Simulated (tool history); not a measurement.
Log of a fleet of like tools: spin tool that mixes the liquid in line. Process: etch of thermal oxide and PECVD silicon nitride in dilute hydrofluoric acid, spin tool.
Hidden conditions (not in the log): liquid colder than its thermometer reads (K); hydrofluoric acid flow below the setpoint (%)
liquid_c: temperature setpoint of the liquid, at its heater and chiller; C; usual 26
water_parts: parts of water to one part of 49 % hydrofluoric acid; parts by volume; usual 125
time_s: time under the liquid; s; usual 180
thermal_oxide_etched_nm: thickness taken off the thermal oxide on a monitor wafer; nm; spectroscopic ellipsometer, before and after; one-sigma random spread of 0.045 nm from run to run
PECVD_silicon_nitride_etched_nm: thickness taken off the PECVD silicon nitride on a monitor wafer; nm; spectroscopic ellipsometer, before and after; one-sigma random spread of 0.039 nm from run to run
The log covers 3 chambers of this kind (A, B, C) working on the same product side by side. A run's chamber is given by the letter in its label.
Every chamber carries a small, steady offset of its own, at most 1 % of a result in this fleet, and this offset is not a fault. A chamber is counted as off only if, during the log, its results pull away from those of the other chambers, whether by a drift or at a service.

run,hour,liquid_c,water_parts,time_s,hours since the thermometer was replaced,hours since the hydrofluoric acid flow meter was replaced,"read-back film thickness of the thermal oxide reference wafer, read on the same gauge (nm)","read-back film thickness of the PECVD silicon nitride reference wafer, read on the same gauge (nm)",thermal_oxide_etched_nm,PECVD_silicon_nitride_etched_nm
1B,12.9,26,125,180,2196.4,1867.1,69.989,150.01,7.0612,4.9002
2A,25.8,26,125,180,130.6,239.6,70.026,150.02,7.0147,4.828
3C,35.5,26,125,180,485.3,813.5,69.994,150,7.0105,4.8611
# hour 39.6: chamber B: hydrofluoric acid flow meter replaced
4A,51.2,26,125,180,156,265,70.047,150,6.9896,4.8476
5C,59.8,26,125,180,509.6,837.8,69.984,150.02,6.9921,4.8126
6B,73.5,26,125,180,2257,34,70.005,150.01,7,4.901
7A,82.3,26,125,180,187.1,296.1,70.018,149.99,7.0659,4.8009
8C,94.7,26,125,180,544.5,872.7,70.042,150.01,6.9809,4.8591
9B,107,26,125,180,2290.5,67.5,70.028,150.01,6.9823,4.8388
10C,118.3,26,125,180,568.1,896.3,70.008,149.99,7.0194,4.8262
11A,126.6,26,125,180,231.4,340.4,70.014,150.02,7.0203,4.7903
12B,137.8,26,125,180,2321.3,98.3,69.975,150.02,7.0422,4.8362
13A,147.3,26,125,180,252.1,361.1,69.999,150.01,7.0493,4.8126
14C,154.8,26,125,180,604.6,932.8,69.994,149.98,6.9888,4.9573
15B,164.2,26,125,180,2347.7,124.7,69.988,149.99,7.0102,4.9076
16B,178.1,26,125,180,2361.6,138.6,70.005,150,7.0196,4.8709
17A,189.5,26,125,180,294.3,403.3,69.994,150,7.0455,4.8499
18C,199,26,125,180,648.8,977,69.996,150,7.0305,4.7946
19A,210.1,26,125,180,314.9,423.9,69.994,150,7.0693,4.8737
20B,220.6,26,125,180,2404.1,181.1,70.018,150.01,6.9974,4.8625
21C,235.2,26,125,180,685,1013.2,69.999,149.98,7.0048,4.9179
22B,246.3,26,125,180,2429.8,206.8,70.038,149.98,6.9932,4.8836
23C,258.7,26,125,180,708.5,1036.7,69.995,150.01,7.0484,4.9046
24A,274.3,26,125,180,379.1,488.1,69.981,150.01,7.0302,4.837
25C,281.6,29.5,125,240,731.4,1059.6,69.985,150,10.731,8.1844
26A,292.9,29.5,125,240,397.7,506.7,70.013,150.01,10.668,8.1065
27B,305.6,29.5,125,240,2489.1,266.1,69.974,149.98,10.53,8.1498
28B,314.2,26,125,180,2497.7,274.7,70.025,149.98,6.9733,4.8731
# hour 316.6: chamber C: thermometer replaced
29C,329.4,26,125,180,12.8,1107.4,69.985,150.02,6.9699,4.8688
30A,339.6,31,125,280,444.4,553.4,69.993,149.97,13.374,10.367
31B,348.2,31,125,280,2531.7,308.7,69.99,150.02,13.263,10.409
32A,361.8,31,125,280,466.6,575.6,70.025,150,13.324,10.256
33C,371.2,26,125,180,54.6,1149.2,70.013,149.99,6.9842,4.8803
34A,385.9,29.5,125,180,490.7,599.7,70.017,150,8.0893,6.0255
35C,396.7,29.5,125,180,80.1,1174.7,69.998,150.01,7.9622,6.0738
36B,410.2,29.5,125,180,2593.7,370.7,69.976,150.02,8.0099,6.1282
37C,417.8,26,125,180,101.2,1195.8,70.005,149.99,7.046,4.861
38A,431.2,26,125,180,536,645,69.993,150,7.1309,4.8572
39B,446.2,26,125,180,2629.7,406.7,69.958,150.02,7.0641,4.8061

For the next run the whole fleet of 3 chambers uses the same settings. Give each chamber's results:
40A,457.5,28,125,180,,,,,?,?
40B,457.5,28,125,180,,,,,?,?
40C,457.5,28,125,180,,,,,?,?

run,thermal_oxide_etched_nm,PECVD_silicon_nitride_etched_nm
40A,7.678,5.5425
40B,7.5652,5.5047
40C,7.5588,5.5139

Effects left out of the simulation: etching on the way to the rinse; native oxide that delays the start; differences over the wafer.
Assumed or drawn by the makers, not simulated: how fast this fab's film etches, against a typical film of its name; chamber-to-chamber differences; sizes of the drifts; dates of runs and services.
